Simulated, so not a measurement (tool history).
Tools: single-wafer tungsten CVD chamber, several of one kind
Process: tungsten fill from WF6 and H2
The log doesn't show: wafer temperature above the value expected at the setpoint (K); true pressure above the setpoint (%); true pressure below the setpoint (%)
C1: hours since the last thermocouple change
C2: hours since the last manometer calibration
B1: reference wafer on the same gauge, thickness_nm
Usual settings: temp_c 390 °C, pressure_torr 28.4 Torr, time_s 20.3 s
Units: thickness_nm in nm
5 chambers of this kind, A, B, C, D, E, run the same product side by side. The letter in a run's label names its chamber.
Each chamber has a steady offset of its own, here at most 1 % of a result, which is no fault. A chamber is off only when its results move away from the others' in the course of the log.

Run 1B, hour 5.0: usual settings; C1 1220.6; C2 745.5; B1 44.804. Result: thickness_nm 47.713 nm.
Run 2A, hour 15.6: usual settings; C1 971.8; C2 1178.3; B1 44.783. Result: thickness_nm 47.614 nm.
Run 3D, hour 23.3: usual settings; C1 1659.5; C2 1065.7; B1 44.782. Result: thickness_nm 47.627 nm.
Run 4C, hour 32.8: usual settings; C1 560.1; C2 669.4; B1 44.828. Result: thickness_nm 47.853 nm.
Run 5E, hour 41.2: usual settings; C1 176.6; C2 1398.3; B1 44.801. Result: thickness_nm 47.811 nm.
Run 6C, hour 48.6: usual settings; C1 575.9; C2 685.2; B1 44.810. Result: thickness_nm 47.797 nm.
Run 7E, hour 59.2: usual settings; C1 194.6; C2 1416.3; B1 44.797. Result: thickness_nm 47.605 nm.
Run 8D, hour 68.9: usual settings; C1 1705.1; C2 1111.3; B1 44.799. Result: thickness_nm 47.528 nm.
Run 9B, hour 76.5: usual settings; C1 1292.1; C2 817.0; B1 44.809. Result: thickness_nm 47.455 nm.
Run 10A, hour 81.6: usual settings; C1 1037.8; C2 1244.3; B1 44.808. Result: thickness_nm 47.618 nm.
Run 11A, hour 90.4: usual settings but temp_c 379 °C; C1 1046.6; C2 1253.1; B1 44.817. Result: thickness_nm 38.149 nm.
Run 12C, hour 98.6: usual settings but temp_c 379 °C; C1 625.9; C2 735.2; B1 44.797. Result: thickness_nm 38.388 nm.
At hour 99.4: chamber E: capacitance manometer re-zeroed and calibrated.
Run 13D, hour 105.5: usual settings but temp_c 379 °C; C1 1741.7; C2 1147.9; B1 44.801. Result: thickness_nm 38.279 nm.
Run 14E, hour 113.0: usual settings but temp_c 379 °C; C1 248.4; C2 13.6; B1 44.822. Result: thickness_nm 37.028 nm.
Run 15B, hour 121.0: usual settings but temp_c 379 °C; C1 1336.6; C2 861.5; B1 44.767. Result: thickness_nm 38.072 nm.
Run 16D, hour 128.6: usual settings; C1 1764.8; C2 1171.0; B1 44.814. Result: thickness_nm 47.584 nm.
Run 17E, hour 135.2: usual settings; C1 270.6; C2 35.8; B1 44.805. Result: thickness_nm 45.677 nm.
Run 18A, hour 145.4: usual settings; C1 1101.6; C2 1308.1; B1 44.792. Result: thickness_nm 47.422 nm.
Run 19B, hour 154.8: usual settings; C1 1370.4; C2 895.3; B1 44.766. Result: thickness_nm 47.384 nm.
Run 20C, hour 159.9: usual settings; C1 687.2; C2 796.5; B1 44.787. Result: thickness_nm 47.521 nm.
At hour 163.0: chamber A: capacitance manometer re-zeroed and calibrated.
Run 21C, hour 165.7: usual settings; C1 693.0; C2 802.3; B1 44.815. Result: thickness_nm 47.799 nm.
Run 22E, hour 170.9: usual settings; C1 306.3; C2 71.5; B1 44.776. Result: thickness_nm 45.868 nm.
Run 23B, hour 179.2: usual settings; C1 1394.8; C2 919.7; B1 44.823. Result: thickness_nm 47.573 nm.
Run 24A, hour 184.9: usual settings but temp_c 380 °C, pressure_torr 25.9 Torr; C1 1141.1; C2 22.0; B1 44.807. Result: thickness_nm 37.371 nm.
Run 25D, hour 190.2: usual settings but temp_c 380 °C, pressure_torr 25.9 Torr; C1 1826.4; C2 1232.6; B1 44.782. Result: thickness_nm 37.276 nm.
Run 26B, hour 199.6: usual settings but temp_c 380 °C, pressure_torr 25.9 Torr; C1 1415.2; C2 940.1; B1 44.816. Result: thickness_nm 37.185 nm.
Run 27C, hour 207.5: usual settings but temp_c 380 °C, pressure_torr 25.9 Torr; C1 734.8; C2 844.1; B1 44.763. Result: thickness_nm 37.545 nm.
Run 28D, hour 216.8: usual settings but temp_c 380 °C, pressure_torr 25.9 Torr; C1 1853.0; C2 1259.2; B1 44.796. Result: thickness_nm 37.491 nm.
Run 29A, hour 226.9: usual settings; C1 1183.1; C2 64.0; B1 44.796. Result: thickness_nm 47.497 nm.
Run 30E, hour 233.6: usual settings; C1 369.0; C2 134.2; B1 44.831. Result: thickness_nm 45.899 nm.
Run 31D, hour 240.2: usual settings; C1 1876.4; C2 1282.6; B1 44.817. Result: thickness_nm 47.647 nm.
Run 32B, hour 248.0: usual settings; C1 1463.6; C2 988.5; B1 44.784. Result: thickness_nm 47.592 nm.
Run 33C, hour 254.3: usual settings; C1 781.6; C2 890.9; B1 44.775. Result: thickness_nm 47.709 nm.
Run 34E, hour 261.5: usual settings; C1 396.9; C2 162.1; B1 44.794. Result: thickness_nm 45.936 nm.
Run 35A, hour 271.9: usual settings; C1 1228.1; C2 109.0; B1 44.802. Result: thickness_nm 47.634 nm.
Run 36B, hour 276.6: usual settings; C1 1492.2; C2 1017.1; B1 44.809. Result: thickness_nm 47.778 nm.
Run 37D, hour 285.3: usual settings; C1 1921.5; C2 1327.7; B1 44.830. Result: thickness_nm 47.526 nm.
Run 38E, hour 293.1: usual settings; C1 428.5; C2 193.7; B1 44.809. Result: thickness_nm 45.938 nm.
Run 39C, hour 300.4: usual settings; C1 827.7; C2 937.0; B1 44.798. Result: thickness_nm 47.578 nm.
Run 40A, hour 308.8: usual settings; C1 1265.0; C2 145.9; B1 44.811. Result: thickness_nm 47.494 nm.
Run 41B, hour 317.4: usual settings but pressure_torr 24.3 Torr; C1 1533.0; C2 1057.9; B1 44.779. Result: thickness_nm 44.100 nm.

Next, every chamber runs the same settings. What will each give?
Run 42A, hour 325.1: usual settings. Result: thickness_nm ?.
Run 42B, hour 325.1: usual settings. Result: thickness_nm ?.
Run 42C, hour 325.1: usual settings. Result: thickness_nm ?.
Run 42D, hour 325.1: usual settings. Result: thickness_nm ?.
Run 42E, hour 325.1: usual settings. Result: thickness_nm ?.

run  thickness_nm
42A        47.715
42B        47.626
42C        47.837
42D        47.655
42E        45.929

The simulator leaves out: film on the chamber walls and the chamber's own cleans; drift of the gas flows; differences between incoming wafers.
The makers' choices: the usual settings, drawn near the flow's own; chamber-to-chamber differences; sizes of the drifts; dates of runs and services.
